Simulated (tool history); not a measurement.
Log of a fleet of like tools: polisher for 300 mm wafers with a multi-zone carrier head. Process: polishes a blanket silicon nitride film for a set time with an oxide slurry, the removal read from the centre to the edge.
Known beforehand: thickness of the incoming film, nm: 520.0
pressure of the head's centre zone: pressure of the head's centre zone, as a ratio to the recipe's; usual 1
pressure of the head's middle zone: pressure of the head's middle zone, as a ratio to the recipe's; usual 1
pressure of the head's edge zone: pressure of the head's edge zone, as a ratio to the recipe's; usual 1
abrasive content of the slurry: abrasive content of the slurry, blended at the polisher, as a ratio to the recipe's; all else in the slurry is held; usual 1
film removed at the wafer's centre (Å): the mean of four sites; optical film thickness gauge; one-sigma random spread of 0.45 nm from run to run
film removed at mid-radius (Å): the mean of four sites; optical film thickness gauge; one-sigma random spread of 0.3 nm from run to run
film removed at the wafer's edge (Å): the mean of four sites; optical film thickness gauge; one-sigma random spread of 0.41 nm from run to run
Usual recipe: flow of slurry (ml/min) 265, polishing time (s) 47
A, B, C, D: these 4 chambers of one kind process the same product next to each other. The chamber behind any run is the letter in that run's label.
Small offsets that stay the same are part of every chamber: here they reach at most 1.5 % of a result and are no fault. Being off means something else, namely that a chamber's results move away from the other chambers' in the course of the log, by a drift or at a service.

run,hour,flow of slurry (ml/min),pressure of the head's centre zone,pressure of the head's middle zone,pressure of the head's edge zone,abrasive content of the slurry,polishing time (s),film removed at the wafer's centre (Å),film removed at mid-radius (Å),film removed at the wafer's edge (Å)
1B,4.2,265,1,1,1,1,47,310.28,305.05,312.91
2A,10.2,265,1,1,1,1,47,307.55,310.34,311.74
3D,14.9,265,1,1,1,1,47,314.32,307.18,313.84
4C,23.3,265,1,1,1,1,47,308.89,304.55,309.03
5A,30.2,265,1.1,1,1,1,60,437.91,392.77,397.79
# hour 31.9: chamber C: worn pad replaced by a new one
6D,35.7,265,1.1,1,1,1,60,442.06,394.93,390.24
7B,42.1,265,1.1,1,1,1,60,422.4,393.57,397.87
8C,47.4,265,1.1,1,1,1,60,440.18,391.72,387.93
# hour 54.8: chamber A: worn pad replaced by a new one
9C,55,265,1,1,1,1,47,311.61,311.44,312.99
10B,59.5,265,1,1,1,1,47,306.72,306.5,312.54
11A,67.8,265,1,1,1,1,47,315.48,312.63,313.48
# hour 70.1: chamber B: slurry nozzle cleaned
12D,73.3,265,1,1,1,1,47,304.73,301.3,304.53
13C,81.3,310,1,1,1,1.1,47,325.87,324.79,331.08
14A,88.4,310,1,1,1,1.1,47,329.39,325.54,328.3
15D,92.3,310,1,1,1,1.1,47,316.63,308.44,310.17
16B,96.2,310,1,1,1,1.1,47,324.99,327.93,327.71
17C,99.9,265,1,1,1,1,47,312.85,309.22,304.47
18A,105.8,265,1,1,1,1,47,310.12,308.79,306.62
# hour 105.9: chamber C: slurry nozzle cleaned
19B,110.6,265,1,1,1,1,47,308.94,308.84,315.9
20D,114.8,265,1,1,1,1,47,295.53,286.81,295.38
21C,120.3,265,1,1,1,1,47,311.72,305.45,303.83
22A,126.7,265,1,1,1,1,47,316.33,311.62,312.51
23D,132,265,1,1,1,1,47,288.17,278.65,290.32
# hour 133.2: chamber B: worn pad replaced by a new one
24B,137.8,265,1,1,1,1,47,302.6,312.53,314.19

For the next run the whole fleet of 4 chambers uses the same settings. Give each chamber's results:
25A,143.9,265,1,1,1,1.25,47,?,?,?
25B,143.9,265,1,1,1,1.25,47,?,?,?
25C,143.9,265,1,1,1,1.25,47,?,?,?
25D,143.9,265,1,1,1,1.25,47,?,?,?

run,film removed at the wafer's centre (Å),film removed at mid-radius (Å),film removed at the wafer's edge (Å)
25A,333.92,338.49,338.56
25B,334.13,338.89,336.32
25C,341.73,336.66,330.93
25D,316.04,300.63,302.02

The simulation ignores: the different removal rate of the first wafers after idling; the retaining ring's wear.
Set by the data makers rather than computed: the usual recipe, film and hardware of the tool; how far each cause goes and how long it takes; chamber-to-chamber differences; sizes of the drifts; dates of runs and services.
